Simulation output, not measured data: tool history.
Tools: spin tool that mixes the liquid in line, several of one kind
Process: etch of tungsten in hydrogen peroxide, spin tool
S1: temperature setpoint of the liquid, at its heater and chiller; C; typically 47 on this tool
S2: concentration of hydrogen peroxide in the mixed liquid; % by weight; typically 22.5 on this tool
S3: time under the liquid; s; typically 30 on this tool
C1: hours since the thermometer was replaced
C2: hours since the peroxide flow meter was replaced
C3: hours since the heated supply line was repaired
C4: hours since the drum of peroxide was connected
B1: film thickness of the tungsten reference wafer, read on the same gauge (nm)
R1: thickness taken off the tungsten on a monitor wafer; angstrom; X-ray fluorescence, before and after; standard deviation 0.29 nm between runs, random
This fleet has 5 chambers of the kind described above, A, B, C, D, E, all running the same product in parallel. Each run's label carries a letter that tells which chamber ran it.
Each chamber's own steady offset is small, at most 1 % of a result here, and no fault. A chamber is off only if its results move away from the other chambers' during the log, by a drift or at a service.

run,day,S1,S2,S3,C1,C2,C3,C4,B1,R1
1B,0.196,47,22.5,30,1132.0,1393.0,989.1,438.2,139.99,463.83
2A,0.408,47,22.5,30,489.1,1043.0,298.4,80.5,140.00,468.50
3E,0.658,47,22.5,30,535.6,730.1,704.5,322.5,140.00,464.92
4D,0.962,47,22.5,30,668.6,1048.0,737.7,23.4,140.00,467.01
5C,1.171,47,22.5,30,61.4,713.9,1948.4,205.8,139.99,468.43
6B,1.442,47,22.5,20,1161.9,1422.9,1019.0,468.1,139.97,310.61
7C,1.608,47,22.5,20,71.9,724.4,1958.9,216.3,139.99,309.70
8D,1.775,47,22.5,20,688.1,1067.5,757.2,42.9,140.02,305.60
9E,2.058,47,22.5,20,569.2,763.7,738.1,356.1,140.03,309.16
10A,2.354,47,22.5,20,535.8,1089.7,345.1,127.2,140.00,311.45
11B,2.633,47,22.5,30,1190.5,1451.5,1047.6,496.7,140.00,468.92
12E,2.783,47,22.5,30,586.6,781.1,755.5,373.5,140.03,465.94
13A,3.075,47,22.5,30,553.1,1107.0,362.4,144.5,139.98,474.42
14C,3.217,47,22.5,30,110.5,763.0,1997.5,254.9,139.99,471.52
15D,3.392,47,22.5,30,726.9,1106.3,796.0,81.7,140.01,458.17
# day 3.417: chamber B: heated supply line repaired
16D,3.529,47,22.5,35,730.2,1109.6,799.3,85.0,140.03,535.75
17E,3.679,47,22.5,35,608.1,802.6,777.0,395.0,140.02,543.35
18C,3.929,47,22.5,35,127.6,780.1,2014.6,272.0,140.00,544.76
19B,4.183,47,22.5,35,1227.7,1488.7,18.4,533.9,140.00,547.43
# day 4.221: chamber D: peroxide flow meter replaced
20A,4.396,47,22.5,35,584.8,1138.7,394.1,176.2,140.00,540.47
21B,4.629,47,18.0,30,1238.4,1499.4,29.1,544.6,140.00,413.44
22C,4.929,47,18.0,30,151.6,804.1,2038.6,296.0,139.97,419.71
23A,5.112,47,18.0,30,602.0,1155.9,411.3,193.4,140.00,416.09
24D,5.283,47,18.0,30,772.3,25.5,841.4,127.1,140.00,402.13
25E,5.492,47,18.0,30,651.6,846.1,820.5,438.5,139.98,413.00
26A,5.800,47,22.5,30,618.5,1172.4,427.8,209.9,139.99,470.47
27D,6.096,47,22.5,30,791.8,45.0,860.9,146.6,139.99,447.46
28C,6.325,47,22.5,30,185.1,837.6,2072.1,329.5,140.03,469.69
29E,6.612,47,16.5,25,678.5,873.0,847.4,465.4,139.99,333.19
30B,6.825,47,16.5,25,1291.1,1552.1,81.8,597.3,139.98,331.72
31B,7.071,47,16.5,25,1297.0,1558.0,87.7,603.2,139.97,331.34
32D,7.233,47,16.5,25,819.1,72.3,888.2,173.9,140.02,315.00

Which is it: a chamber that has drifted or been left off by a service, a gauge drift common to all chambers, or only each chamber's usual small offset? If a chamber is off, name it and its likeliest cause.

Little by little, chamber D moves away from the other chambers.
Most likely cause: liquid colder than its thermometer reads (K) = 0.991.
The log may not tell that from: temperature lost on the way to the wafer (K).

Chamber D could run next with any of the 4 candidate recipes listed below; each alters the usual settings, and their results appear as question marks. Which one brings its results back in line with what the other chambers deliver on the usual settings?
Maximum distance from the other chambers' mean on the usual settings for a result to count as in line: R1 10.00 angstrom
33D-1,7.462,46.0,22.5,30,,,,,,?
33D-2,7.462,47.0,27.0,30,,,,,,?
33D-3,7.462,47.0,25.0,30,,,,,,?
33D-4,7.462,45.5,22.5,30,,,,,,?

Average result of the remaining chambers running the usual settings: R1 467.08 angstrom
run,R1
33D-1,416.44
33D-2,486.10
33D-3,467.63
33D-4,403.49
33D-3 brings the chamber back in line.

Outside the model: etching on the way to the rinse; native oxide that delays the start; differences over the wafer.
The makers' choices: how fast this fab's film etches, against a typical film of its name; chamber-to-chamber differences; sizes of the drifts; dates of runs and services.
